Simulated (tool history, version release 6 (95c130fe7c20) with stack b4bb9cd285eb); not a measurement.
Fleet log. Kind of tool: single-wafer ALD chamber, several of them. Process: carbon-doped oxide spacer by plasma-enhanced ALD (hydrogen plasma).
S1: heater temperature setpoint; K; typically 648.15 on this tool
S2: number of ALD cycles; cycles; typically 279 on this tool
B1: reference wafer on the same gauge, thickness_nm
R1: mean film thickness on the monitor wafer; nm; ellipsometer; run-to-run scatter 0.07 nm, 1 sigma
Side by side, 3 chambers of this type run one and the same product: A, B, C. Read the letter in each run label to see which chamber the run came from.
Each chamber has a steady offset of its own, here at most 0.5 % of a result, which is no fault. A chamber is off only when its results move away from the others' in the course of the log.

| run | hour | S1 | S2 | B1 | R1 |
|---|---|---|---|---|---|
|  | 1.9 | chamber C: thermocouple changed; heater temperature recalibrated |
| 1C | 2.4 | 648.15 | 279 | 15.809 | 13.89 |
| 2A | 4.9 | 648.15 | 279 | 15.799 | 13.99 |
| 3B | 7.7 | 648.15 | 279 | 15.786 | 14.003 |
| 4A | 12.4 | 648.15 | 279 | 15.789 | 13.812 |
| 5C | 17.4 | 648.15 | 279 | 15.813 | 14.089 |
| 6B | 21.8 | 648.15 | 279 | 15.811 | 13.971 |
| 7C | 24.2 | 648.15 | 279 | 15.81 | 13.871 |
| 8A | 29.2 | 648.15 | 279 | 15.832 | 13.828 |
| 9B | 31.9 | 648.15 | 279 | 15.787 | 13.981 |
| 10C | 36.6 | 648.15 | 279 | 15.795 | 14.04 |
| 11B | 40 | 640.15 | 248 | 15.794 | 12.392 |
| 12A | 43.2 | 640.15 | 248 | 15.808 | 12.418 |
| 13A | 48.4 | 640.15 | 248 | 15.813 | 12.303 |
| 14B | 52.1 | 648.15 | 279 | 15.813 | 13.939 |
| 15C | 54.8 | 648.15 | 279 | 15.809 | 13.982 |
| 16C | 59.8 | 648.15 | 279 | 15.808 | 13.889 |
| 17A | 62.7 | 648.15 | 279 | 15.795 | 13.893 |
| 18B | 67.8 | 648.15 | 279 | 15.794 | 13.915 |
| 19B | 70.7 | 648.15 | 279 | 15.82 | 14.065 |
| 20C | 73 | 648.15 | 279 | 15.792 | 13.937 |
| 21A | 77.4 | 648.15 | 279 | 15.809 | 14.002 |
| 22A | 79.6 | 648.15 | 279 | 15.78 | 13.791 |
| 23C | 81.9 | 648.15 | 279 | 15.799 | 13.997 |
| 24B | 84.6 | 648.15 | 279 | 15.781 | 14.103 |
| 25A | 89.3 | 648.15 | 279 | 15.785 | 13.816 |
| 26C | 94.6 | 648.15 | 279 | 15.816 | 13.952 |
| 27B | 98.5 | 648.15 | 279 | 15.776 | 13.859 |
| 28B | 102.1 | 648.15 | 279 | 15.778 | 13.996 |
| 29C | 106.6 | 648.15 | 279 | 15.798 | 13.905 |
| 30A | 109.2 | 648.15 | 279 | 15.784 | 14.018 |

Each of the 3 chambers runs these same settings next. Fill in every chamber's results:
| 31A | 113 | 648.15 | 244 |  | ? |
| 31B | 113 | 648.15 | 244 |  | ? |
| 31C | 113 | 648.15 | 244 |  | ? |

| run | R1 |
|---|---|
| 31A | 12.144 |
| 31B | 12.196 |
| 31C | 12.204 |
